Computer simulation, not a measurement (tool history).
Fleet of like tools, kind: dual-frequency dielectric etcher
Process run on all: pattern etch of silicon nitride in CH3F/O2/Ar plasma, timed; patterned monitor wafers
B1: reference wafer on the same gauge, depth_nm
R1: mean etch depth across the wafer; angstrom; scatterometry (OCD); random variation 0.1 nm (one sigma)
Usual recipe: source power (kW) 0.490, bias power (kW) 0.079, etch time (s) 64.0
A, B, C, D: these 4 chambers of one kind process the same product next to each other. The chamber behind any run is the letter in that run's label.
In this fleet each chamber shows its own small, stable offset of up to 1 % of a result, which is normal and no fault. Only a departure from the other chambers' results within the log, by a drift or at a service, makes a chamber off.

Run 1A, hour 12.7: usual settings; B1 43.502. Result: R1 499.57 angstrom.
Run 2D, hour 25.9: usual settings; B1 43.503. Result: R1 500.35 angstrom.
Run 3B, hour 41.0: usual settings; B1 43.505. Result: R1 502.18 angstrom.
Run 4C, hour 50.4: usual settings; B1 43.485. Result: R1 496.96 angstrom.
Run 5A, hour 63.9: usual settings; B1 43.503. Result: R1 499.16 angstrom.
Run 6B, hour 80.3: usual settings; B1 43.492. Result: R1 502.64 angstrom.
Run 7D, hour 96.0: usual settings; B1 43.522. Result: R1 501.74 angstrom.
Run 8C, hour 110.8: usual settings; B1 43.498. Result: R1 496.79 angstrom.
At hour 111.0: chamber B: wet clean of the chamber.
Run 9B, hour 123.9: usual settings; B1 43.488. Result: R1 502.86 angstrom.
Run 10C, hour 135.7: usual settings; B1 43.489. Result: R1 496.73 angstrom.
Run 11A, hour 149.3: usual settings; B1 43.483. Result: R1 499.42 angstrom.
Run 12D, hour 160.4: usual settings; B1 43.486. Result: R1 502.02 angstrom.
At hour 167.2: chamber A: wet clean of the chamber.
Run 13C, hour 174.0: usual settings; B1 43.498. Result: R1 497.34 angstrom.
Run 14A, hour 187.9: usual settings; B1 43.493. Result: R1 500.36 angstrom.
Run 15B, hour 200.6: usual settings; B1 43.518. Result: R1 504.63 angstrom.
Run 16D, hour 210.7: usual settings; B1 43.514. Result: R1 502.40 angstrom.
Run 17C, hour 221.8: usual settings but etch time (s) 55.5; B1 43.532. Result: R1 431.19 angstrom.
Run 18D, hour 231.5: usual settings but etch time (s) 55.5; B1 43.477. Result: R1 437.31 angstrom.
At hour 245.0: chamber A: source power generator calibrated.
Run 19B, hour 245.3: usual settings but etch time (s) 55.5; B1 43.517. Result: R1 435.77 angstrom.
Run 20A, hour 252.6: usual settings but etch time (s) 55.5; B1 43.494. Result: R1 431.72 angstrom.
Run 21D, hour 267.1: usual settings; B1 43.505. Result: R1 500.45 angstrom.
Run 22B, hour 278.7: usual settings; B1 43.492. Result: R1 504.24 angstrom.
Run 23C, hour 286.8: usual settings; B1 43.496. Result: R1 499.64 angstrom.
At hour 292.5: chamber C: wet clean of the chamber.
Run 24A, hour 293.9: usual settings but source power (kW) 0.580, bias power (kW) 0.091; B1 43.502. Result: R1 558.05 angstrom.
Run 25D, hour 306.7: usual settings but source power (kW) 0.580, bias power (kW) 0.091; B1 43.516. Result: R1 562.06 angstrom.
Run 26B, hour 319.9: usual settings but source power (kW) 0.580, bias power (kW) 0.091; B1 43.520. Result: R1 566.83 angstrom.
Run 27A, hour 335.6: usual settings but source power (kW) 0.580, bias power (kW) 0.091; B1 43.493. Result: R1 560.17 angstrom.
Run 28C, hour 345.8: usual settings; B1 43.489. Result: R1 507.09 angstrom.
Run 29C, hour 355.8: usual settings; B1 43.484. Result: R1 509.09 angstrom.
Run 30B, hour 365.6: usual settings; B1 43.490. Result: R1 502.64 angstrom.
Run 31D, hour 379.4: usual settings but source power (kW) 0.570; B1 43.518. Result: R1 531.91 angstrom.
Run 32A, hour 392.2: usual settings but source power (kW) 0.570; B1 43.493. Result: R1 530.88 angstrom.
Run 33D, hour 400.4: usual settings but source power (kW) 0.570; B1 43.479. Result: R1 531.89 angstrom.
Run 34A, hour 416.8: usual settings but source power (kW) 0.570; B1 43.503. Result: R1 528.20 angstrom.
Run 35B, hour 432.1: usual settings; B1 43.505. Result: R1 503.33 angstrom.
Run 36C, hour 443.0: usual settings; B1 43.499. Result: R1 508.15 angstrom.
Run 37C, hour 450.8: usual settings; B1 43.511. Result: R1 508.97 angstrom.
Run 38A, hour 460.5: usual settings; B1 43.492. Result: R1 498.09 angstrom.
Run 39D, hour 470.8: usual settings; B1 43.488. Result: R1 501.86 angstrom.
Run 40B, hour 481.9: usual settings; B1 43.483. Result: R1 503.60 angstrom.

Next, every chamber runs the same settings. What will each give?
Run 41A, hour 493.6: usual settings but etch time (s) 79.5. Result: R1 ?.
Run 41B, hour 493.6: usual settings but etch time (s) 79.5. Result: R1 ?.
Run 41C, hour 493.6: usual settings but etch time (s) 79.5. Result: R1 ?.
Run 41D, hour 493.6: usual settings but etch time (s) 79.5. Result: R1 ?.

run      R1
41A  620.98
41B  625.95
41C  629.95
41D  624.10
